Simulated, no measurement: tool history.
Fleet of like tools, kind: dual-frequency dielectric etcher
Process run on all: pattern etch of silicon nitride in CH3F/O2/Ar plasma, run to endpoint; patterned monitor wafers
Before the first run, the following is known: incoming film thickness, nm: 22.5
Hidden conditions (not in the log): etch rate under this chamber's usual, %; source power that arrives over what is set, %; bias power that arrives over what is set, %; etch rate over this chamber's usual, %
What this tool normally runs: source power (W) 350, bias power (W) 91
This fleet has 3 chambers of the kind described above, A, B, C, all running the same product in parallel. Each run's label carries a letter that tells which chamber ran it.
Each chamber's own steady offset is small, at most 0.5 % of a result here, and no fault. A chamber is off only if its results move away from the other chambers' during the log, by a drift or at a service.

run	hour	source power (W)	bias power (W)	hours since the last wet clean	hours since the last source power generator calibration	hours since the last bias power generator calibration	endpoint time (s)
1C	4.5	350	91	254.7	190.4	501.0	31.180
2B	13.0	350	91	429.7	2614.0	513.3	31.349
3A	19.3	350	91	558.8	3272.9	4303.9	31.284
4C	25.6	350	91	275.8	211.5	522.1	31.226
5B	32.8	350	82	449.5	2633.8	533.1	33.065
6A	42.1	350	82	581.6	3295.7	4326.7	32.672
7B	46.4	350	82	463.1	2647.4	546.7	32.427
8C	55.1	350	91	305.3	241.0	551.6	31.228
9A	60.2	350	91	599.7	3313.8	4344.8	31.262
10A	66.8	350	91	606.3	3320.4	4351.4	31.735
# hour 67.4: chamber A: wet clean of the chamber
11B	71.8	420	104	488.5	2672.8	572.1	27.767
12C	78.2	420	104	328.4	264.1	574.7	27.821
13B	86.6	420	104	503.3	2687.6	586.9	27.571
14A	91.2	350	91	23.9	3344.8	4375.8	32.223
15C	96.7	350	91	346.9	282.6	593.2	31.536
16A	104.8	350	91	37.5	3358.4	4389.4	31.701
17C	113.5	350	91	363.7	299.4	610.0	31.370
18B	118.3	350	91	535.0	2719.3	618.6	30.958
19C	125.1	350	91	375.3	311.0	621.6	31.462
# hour 126.2: chamber B: wet clean of the chamber
20B	132.9	350	91	6.7	2733.9	633.2	31.338
21A	141.0	350	91	73.7	3394.6	4425.6	31.254
22C	145.8	300	72	396.0	331.7	642.3	36.162
23A	152.1	300	72	84.8	3405.7	4436.7	36.501
24B	161.5	300	72	35.3	2762.5	661.8	35.883
25A	169.5	350	91	102.2	3423.1	4454.1	31.855
# hour 173.7: chamber C: wet clean of the chamber
26C	175.4	350	91	1.8	361.3	671.9	30.972
27B	182.8	350	91	56.6	2783.8	683.1	31.514
28B	190.2	350	91	64.0	2791.2	690.5	31.552
29C	194.8	350	91	21.2	380.7	691.3	31.527

Next, all 3 chambers run the settings below, one line each with question marks for the results. What does each chamber give?
30A	201.5	350	113				?
30B	201.5	350	113				?
30C	201.5	350	113				?

run	endpoint time (s)
30A	29.194
30B	28.995
30C	28.707
